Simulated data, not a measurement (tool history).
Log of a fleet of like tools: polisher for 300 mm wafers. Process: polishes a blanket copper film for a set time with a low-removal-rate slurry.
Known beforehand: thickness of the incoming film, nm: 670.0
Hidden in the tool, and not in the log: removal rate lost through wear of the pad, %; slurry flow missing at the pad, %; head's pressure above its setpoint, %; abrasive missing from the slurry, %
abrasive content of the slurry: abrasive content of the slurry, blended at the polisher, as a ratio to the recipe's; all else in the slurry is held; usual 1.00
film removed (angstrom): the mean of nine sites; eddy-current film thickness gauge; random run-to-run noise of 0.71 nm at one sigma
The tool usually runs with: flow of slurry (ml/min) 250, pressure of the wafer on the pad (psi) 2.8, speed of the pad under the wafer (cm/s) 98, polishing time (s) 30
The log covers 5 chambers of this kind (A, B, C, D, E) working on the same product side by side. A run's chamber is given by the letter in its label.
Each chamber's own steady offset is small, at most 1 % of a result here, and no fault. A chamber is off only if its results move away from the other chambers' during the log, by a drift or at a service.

run   hour  flow of slurry (ml/min)  pressure of the wafer on the pad (psi)  speed of the pad under the wafer (cm/s)  abrasive content of the slurry  polishing time (s)  wafers polished on this pad  hours since the slurry nozzle was cleaned  hours since the head pressure was calibrated  hours since the slurry blender was calibrated  film removed (angstrom)
       5.1  -- chamber D: worn pad replaced by a new one
       5.1  -- chamber E: worn pad replaced by a new one
 1C    9.7                      250                                     2.8                                       98                            1.00                  30                          762                                      399.2                                         308.0                                           75.9                   890.83
      12.7  -- chamber B: worn pad replaced by a new one
 2D   16.5                      250                                     2.8                                       98                            1.00                  30                          113                                       83.8                                         846.5                                          311.6                   882.01
      16.6  -- chamber E: slurry blender recalibrated
      24.1  -- chamber B: slurry blender recalibrated
 3A   28.2                      250                                     2.8                                       98                            1.00                  30                          296                                      877.9                                         875.1                                          440.4                   878.87
      31.0  -- chamber A: slurry blender recalibrated
 4E   34.4                      250                                     2.8                                       98                            1.00                  30                          288                                      592.9                                         572.1                                           17.8                   886.66
 5B   43.9                      250                                     2.8                                       98                            1.00                  30                          307                                      578.7                                         480.6                                           19.9                   877.90
 6A   51.8                      250                                     2.8                                       98                            1.00                  30                          529                                      901.5                                         898.7                                           20.8                   874.04
 7E   57.9                      250                                     2.8                                       98                            1.00                  30                          520                                      616.4                                         595.6                                           41.3                   875.41
      59.8  -- chamber C: worn pad replaced by a new one
      65.6  -- chamber D: slurry blender recalibrated
      66.5  -- chamber A: worn pad replaced by a new one
 8B   66.6                      250                                     2.8                                       98                            1.00                  30                          531                                      601.4                                         503.3                                           42.6                   868.11
      69.4  -- chamber D: worn pad replaced by a new one
      70.8  -- chamber B: worn pad replaced by a new one
 9D   72.3                      250                                     2.8                                       98                            1.00                  30                           29                                      139.6                                         902.3                                            6.7                   898.41
10C   79.0                      250                                     2.8                                       98                            1.00                  30                          189                                      468.5                                         377.3                                          145.2                   893.92
      87.4  -- chamber A: slurry nozzle cleaned
11D   88.1                      250                                     2.8                                       98                            1.00                  30                          185                                      155.4                                         918.1                                           22.5                   878.01
12C   99.6                      250                                     2.8                                       98                            1.00                  30                          392                                      489.1                                         397.9                                          165.8                   885.57
13B  109.0                      250                                     2.8                                       98                            1.00                  30                          377                                      643.8                                         545.7                                           85.0                   886.40
14A  118.9                      250                                     2.8                                       98                            1.00                  30                          516                                       31.6                                         965.8                                           87.9                   882.57
     120.9  -- chamber B: worn pad replaced by a new one
15E  127.9                      250                                     2.8                                       98                            1.00                  30                         1209                                      686.4                                         665.6                                          111.3                   884.34
     133.6  -- chamber A: worn pad replaced by a new one
16A  134.1                      250                                     2.8                                       98                            1.00                  30                            5                                       46.8                                         981.0                                          103.1                   877.19
     134.6  -- chamber D: worn pad replaced by a new one
     137.7  -- chamber D: slurry nozzle cleaned
     140.0  -- chamber E: worn pad replaced by a new one
17B  140.0                      250                                     2.8                                       98                            1.00                  30                          188                                      674.8                                         576.7                                          116.0                   877.34
18C  148.2                      250                                     2.8                                       98                            1.00                  30                          871                                      537.7                                         446.5                                          214.4                   881.59
     152.6  -- chamber E: head pressure recalibrated
     153.2  -- chamber A: head pressure recalibrated
19D  156.6                      250                                     2.8                                       98                            1.00                  30                          217                                       18.9                                         986.6                                           91.0                   900.57
     156.7  -- chamber C: slurry blender recalibrated
20E  165.3                      250                                     2.8                                       98                            1.00                  30                          249                                      723.8                                          12.8                                          148.7                   869.97
     172.4  -- chamber E: slurry blender recalibrated
     175.9  -- chamber C: worn pad replaced by a new one
21A  175.9                      250                                     2.8                                       98                            1.00                  30                          416                                       88.6                                          22.7                                          144.9                   877.54
     176.9  -- chamber B: worn pad replaced by a new one
22E  186.2                      250                                     2.8                                       98                            1.00                  30                          455                                      744.7                                          33.7                                           13.9                   892.99
23B  191.6                      250                                     2.8                                       98                            1.00                  30                          145                                      726.4                                         628.3                                          167.6                   882.42
     194.3  -- chamber A: worn pad replaced by a new one
     195.3  -- chamber D: worn pad replaced by a new one
24C  199.7                      250                                     2.8                                       98                            1.00                  30                          234                                      589.2                                         498.0                                           43.0                   889.74
25D  207.7                      295                                     2.8                                       88                            1.00                  30                          122                                       70.0                                        1037.7                                          142.1                   803.70
26B  214.0                      295                                     2.8                                       88                            1.00                  30                          366                                      748.8                                         650.7                                          190.0                   811.72
27C  222.3                      295                                     2.8                                       88                            1.00                  30                          457                                      611.8                                         520.6                                           65.6                   803.65
28D  231.1                      295                                     2.8                                       88                            1.00                  30                          352                                       93.4                                        1061.1                                          165.5                   814.15
     232.8  -- chamber B: worn pad replaced by a new one
29A  239.4                      295                                     2.8                                       88                            1.00                  30                          445                                      152.1                                          86.2                                          208.4                   795.13
     247.3  -- chamber E: worn pad replaced by a new one
30E  247.5                      250                                     2.8                                       76                            1.15                  30                            1                                      806.0                                          95.0                                           75.2                   705.22
31E  254.1                      250                                     2.8                                       76                            1.15                  30                           67                                      812.6                                         101.6                                           81.8                   719.17
     257.7  -- chamber D: worn pad replaced by a new one
32D  261.5                      250                                     2.8                                       76                            1.15                  30                           38                                      123.8                                        1091.5                                          195.9                   709.23
33B  267.9                      250                                     2.8                                       76                            1.15                  30                          346                                      802.7                                         704.6                                          243.9                   693.05
34C  276.1                      250                                     2.8                                       76                            1.15                  30                          987                                      665.6                                         574.4                                          119.4                   710.70

Decide between three cases: one chamber stands off from its peers, the gauge reading all wafers drifts, or nothing is wrong past each chamber's small offset. Where a chamber is off, say which and what most likely put it there.

All chambers stay in line apart from their small fixed offsets, and the gauge does not drift.
